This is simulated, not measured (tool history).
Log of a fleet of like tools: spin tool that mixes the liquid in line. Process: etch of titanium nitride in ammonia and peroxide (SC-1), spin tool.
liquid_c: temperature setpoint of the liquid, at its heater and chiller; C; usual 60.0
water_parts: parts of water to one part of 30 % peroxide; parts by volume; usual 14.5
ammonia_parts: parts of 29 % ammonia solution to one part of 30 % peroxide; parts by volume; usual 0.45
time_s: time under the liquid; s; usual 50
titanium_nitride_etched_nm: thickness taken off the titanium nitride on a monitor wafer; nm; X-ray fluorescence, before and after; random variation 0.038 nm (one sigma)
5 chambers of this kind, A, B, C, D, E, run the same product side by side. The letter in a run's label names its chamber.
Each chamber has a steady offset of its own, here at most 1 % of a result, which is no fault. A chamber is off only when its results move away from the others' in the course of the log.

run   hour  liquid_c  water_parts  ammonia_parts  time_s  hours since the thermometer was replaced  hours since the ammonia flow meter was replaced  hours since the heated supply line was repaired  hours since the drum of ammonia solution was connected  read-back film thickness of the titanium nitride reference wafer, read on the same gauge (nm)  titanium_nitride_etched_nm
 1E    9.3      60.0         14.5           0.45      50                                     217.4                                            567.1                                             56.2                                                   318.7                                                                                         49.993                      4.4957
 2C   16.4      60.0         14.5           0.45      50                                     110.4                                            548.6                                            325.0                                                   100.5                                                                                         50.015                      4.5062
 3A   26.0      60.0         14.5           0.45      50                                     754.4                                           1154.8                                            689.2                                                   265.6                                                                                         49.976                      4.5165
 4B   32.0      60.0         14.5           0.45      50                                     364.7                                            816.8                                            132.3                                                   378.7                                                                                         49.986                      4.4438
 5D   36.3      60.0         14.5           0.45      50                                    1074.2                                            744.9                                           1144.7                                                   483.0                                                                                         49.977                      4.3607
 6E   43.7      60.0         14.5           0.45      50                                     251.8                                            601.5                                             90.6                                                   353.1                                                                                         50.003                      4.4684
 7A   50.3      60.0         14.5           0.45      50                                     778.7                                           1179.1                                            713.5                                                   289.9                                                                                         49.978                      4.5018
 8B   56.2      60.0         14.5           0.45      50                                     388.9                                            841.0                                            156.5                                                   402.9                                                                                         49.994                      4.4381
 9C   65.0      60.0         14.5           0.45      50                                     159.0                                            597.2                                            373.6                                                   149.1                                                                                         49.981                      4.5711
10D   70.4      60.0         14.5           0.45      50                                    1108.3                                            779.0                                           1178.8                                                   517.1                                                                                         49.988                      4.3435
11E   74.7      63.5         14.5           0.45      50                                     282.8                                            632.5                                            121.6                                                   384.1                                                                                         50.005                      5.6383
12D   81.7      63.5         14.5           0.45      50                                    1119.6                                            790.3                                           1190.1                                                   528.4                                                                                         49.998                      5.4132
      89.3  -- chamber A: ammonia flow meter replaced
13B   89.7      63.5         14.5           0.45      50                                     422.4                                            874.5                                            190.0                                                   436.4                                                                                         50.010                      5.6561
14A   94.0      63.5         14.5           0.45      50                                     822.4                                              4.7                                            757.2                                                   333.6                                                                                         50.026                      5.5481
15C   99.5      63.5         14.5           0.45      50                                     193.5                                            631.7                                            408.1                                                   183.6                                                                                         49.988                      5.5999
16A  104.4      60.0         14.5           0.45      50                                     832.8                                             15.1                                            767.6                                                   344.0                                                                                         49.992                      4.5135
17E  113.2      60.0         14.5           0.45      50                                     321.3                                            671.0                                            160.1                                                   422.6                                                                                         50.021                      4.5599
18B  121.3      60.0         18.0           0.30      50                                     454.0                                            906.1                                            221.6                                                   468.0                                                                                         50.012                      3.7025
19D  126.7      60.0         18.0           0.30      50                                    1164.6                                            835.3                                           1235.1                                                   573.4                                                                                         50.009                      3.5056
     128.8  -- chamber D: ammonia flow meter replaced
20C  136.1      60.0         18.0           0.30      50                                     230.1                                            668.3                                            444.7                                                   220.2                                                                                         49.992                      3.6548
21E  142.8      60.0         18.0           0.30      50                                     350.9                                            700.6                                            189.7                                                   452.2                                                                                         50.000                      3.7222
22C  149.2      60.0         18.0           0.30      50                                     243.2                                            681.4                                            457.8                                                   233.3                                                                                         49.992                      3.6688
23B  153.7      60.0         14.5           0.45      50                                     486.4                                            938.5                                            254.0                                                   500.4                                                                                         50.001                      4.4950
24A  161.6      60.0         14.5           0.45      50                                     890.0                                             72.3                                            824.8                                                   401.2                                                                                         49.978                      4.5088
     163.6  -- chamber E: new drum of ammonia solution connected
25D  168.2      60.0         14.5           0.45      50                                    1206.1                                             39.5                                           1276.6                                                   614.9                                                                                         50.011                      4.1862
26C  177.5      60.0         14.5           0.45      50                                     271.5                                            709.7                                            486.1                                                   261.6                                                                                         50.016                      4.5062
27A  187.1      60.0         14.5           0.45      50                                     915.5                                             97.8                                            850.3                                                   426.7                                                                                         49.989                      4.4736
28E  191.3      60.0         14.5           0.45      50                                     399.4                                            749.1                                            238.2                                                    27.7                                                                                         50.003                      4.5720
29B  199.0      60.0         14.5           0.45      50                                     531.7                                            983.8                                            299.3                                                   545.7                                                                                         49.986                      4.5223
30D  207.6      60.0         14.5           0.45      50                                    1245.5                                             78.9                                           1316.0                                                   654.3                                                                                         49.993                      4.1458
31B  212.4      60.0         14.5           0.45      50                                     545.1                                            997.2                                            312.7                                                   559.1                                                                                         50.006                      4.4588
32C  217.1      54.0         14.5           0.45      30                                     311.1                                            749.3                                            525.7                                                   301.2                                                                                         50.007                      1.8298
     219.1  -- chamber A: thermometer replaced
33A  221.9      54.0         14.5           0.45      30                                       2.9                                            132.6                                            885.1                                                   461.5                                                                                         49.993                      1.8085
34D  227.9      54.0         14.5           0.45      30                                    1265.8                                             99.2                                           1336.3                                                   674.6                                                                                         49.999                      1.6458

What goes on in this fleet: one chamber off, a drifting gauge, or nothing beyond the chambers' own small offsets? Name the chamber and the cause, if any.

Chamber D drifts away from the others.
Cause: liquid colder than its thermometer reads (K) = 1.11.
The log may not tell that from: temperature lost on the way to the wafer (K).

Here are 4 candidates for chamber D's next run, each the usual settings with a change, their results left as question marks. Which one brings its results back in line with what the others give on the usual settings?
In line means no further than this from the other chambers' mean on the usual settings: titanium_nitride_etched_nm 0.1300 nm
35D-1  234.8      60.0         11.0           0.45      50                                                                                                                                                                                                                                                                                                                              ?
35D-2  234.8      60.0         14.5           0.30      50                                                                                                                                                                                                                                                                                                                              ?
35D-3  234.8      60.0         18.5           0.40      50                                                                                                                                                                                                                                                                                                                              ?
35D-4  234.8      61.5         14.5           0.45      50                                                                                                                                                                                                                                                                                                                              ?

The other chambers' mean on the usual settings: titanium_nitride_etched_nm 4.4861 nm
  run  titanium_nitride_etched_nm
35D-1                      4.7471
35D-2                      3.7939
35D-3                      3.4926
35D-4                      4.5036
35D-4 brings the chamber back in line.
